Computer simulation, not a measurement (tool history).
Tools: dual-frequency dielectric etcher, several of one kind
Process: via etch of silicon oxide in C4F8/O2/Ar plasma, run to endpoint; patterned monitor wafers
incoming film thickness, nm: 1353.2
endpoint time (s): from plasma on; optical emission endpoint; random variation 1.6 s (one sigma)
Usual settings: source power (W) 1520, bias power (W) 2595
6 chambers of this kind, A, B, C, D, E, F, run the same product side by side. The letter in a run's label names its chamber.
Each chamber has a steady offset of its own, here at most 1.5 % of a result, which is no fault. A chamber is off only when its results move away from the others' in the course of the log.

| run | hour | source power (W) | bias power (W) | endpoint time (s) |
|---|---|---|---|---|
| 1F | 8.1 | 1520 | 2595 | 276.90 |
|  | 8.6 | chamber D: source power generator calibrated |
| 2D | 20.9 | 1520 | 2595 | 276.16 |
| 3C | 27.4 | 1520 | 2595 | 274.09 |
| 4E | 40.2 | 1520 | 2595 | 273.65 |
|  | 42.8 | chamber E: wet clean of the chamber |
| 5A | 48.0 | 1520 | 2595 | 278.16 |
| 6B | 58.3 | 1520 | 2595 | 273.66 |
| 7D | 66.1 | 1520 | 2595 | 275.43 |
| 8E | 76.5 | 1520 | 2595 | 276.19 |
|  | 81.9 | chamber F: wet clean of the chamber |
| 9C | 86.5 | 1520 | 2595 | 271.90 |
| 10A | 97.9 | 1520 | 2595 | 279.28 |
| 11F | 104.5 | 1520 | 2595 | 275.18 |
| 12B | 114.4 | 1520 | 2595 | 274.39 |
| 13C | 121.6 | 1360 | 2856 | 278.04 |
| 14F | 133.0 | 1360 | 2856 | 281.13 |
| 15A | 143.2 | 1360 | 2856 | 282.04 |
| 16D | 150.6 | 1360 | 2856 | 281.68 |
| 17E | 161.0 | 1360 | 2856 | 278.49 |
| 18B | 169.6 | 1360 | 2856 | 277.90 |
| 19D | 176.6 | 1520 | 2595 | 278.92 |
| 20A | 184.6 | 1520 | 2595 | 277.52 |
| 21C | 192.4 | 1520 | 2595 | 273.82 |
|  | 192.5 | chamber A: wet clean of the chamber |
| 22F | 205.0 | 1240 | 2595 | 300.95 |
| 23B | 211.9 | 1240 | 2595 | 297.53 |
| 24E | 219.5 | 1240 | 2595 | 296.62 |
| 25D | 227.4 | 1240 | 2595 | 300.82 |
|  | 232.6 | chamber C: wet clean of the chamber |
| 26F | 233.1 | 1240 | 2595 | 299.74 |
| 27E | 246.1 | 1240 | 2595 | 298.79 |
| 28C | 252.8 | 1520 | 2595 | 274.91 |
| 29B | 260.9 | 1520 | 2595 | 273.09 |
| 30A | 269.4 | 1520 | 2595 | 277.98 |
| 31B | 280.2 | 1520 | 2595 | 275.50 |
| 32C | 291.6 | 1520 | 2595 | 271.75 |
| 33A | 297.5 | 1520 | 2595 | 276.64 |
| 34F | 307.1 | 1520 | 2595 | 275.72 |
| 35E | 312.9 | 1520 | 2595 | 274.57 |
|  | 315.6 | chamber D: wet clean of the chamber |
| 36D | 319.7 | 1520 | 2595 | 274.55 |
| 37E | 328.1 | 1520 | 2595 | 273.78 |
| 38F | 339.1 | 1520 | 2595 | 276.18 |

Is one chamber off against the others, does the gauge drift, or is nothing wrong? If a chamber is off, say which, and what the likeliest cause is.

No chamber stands off beyond its own small offset, and the gauge holds steady.

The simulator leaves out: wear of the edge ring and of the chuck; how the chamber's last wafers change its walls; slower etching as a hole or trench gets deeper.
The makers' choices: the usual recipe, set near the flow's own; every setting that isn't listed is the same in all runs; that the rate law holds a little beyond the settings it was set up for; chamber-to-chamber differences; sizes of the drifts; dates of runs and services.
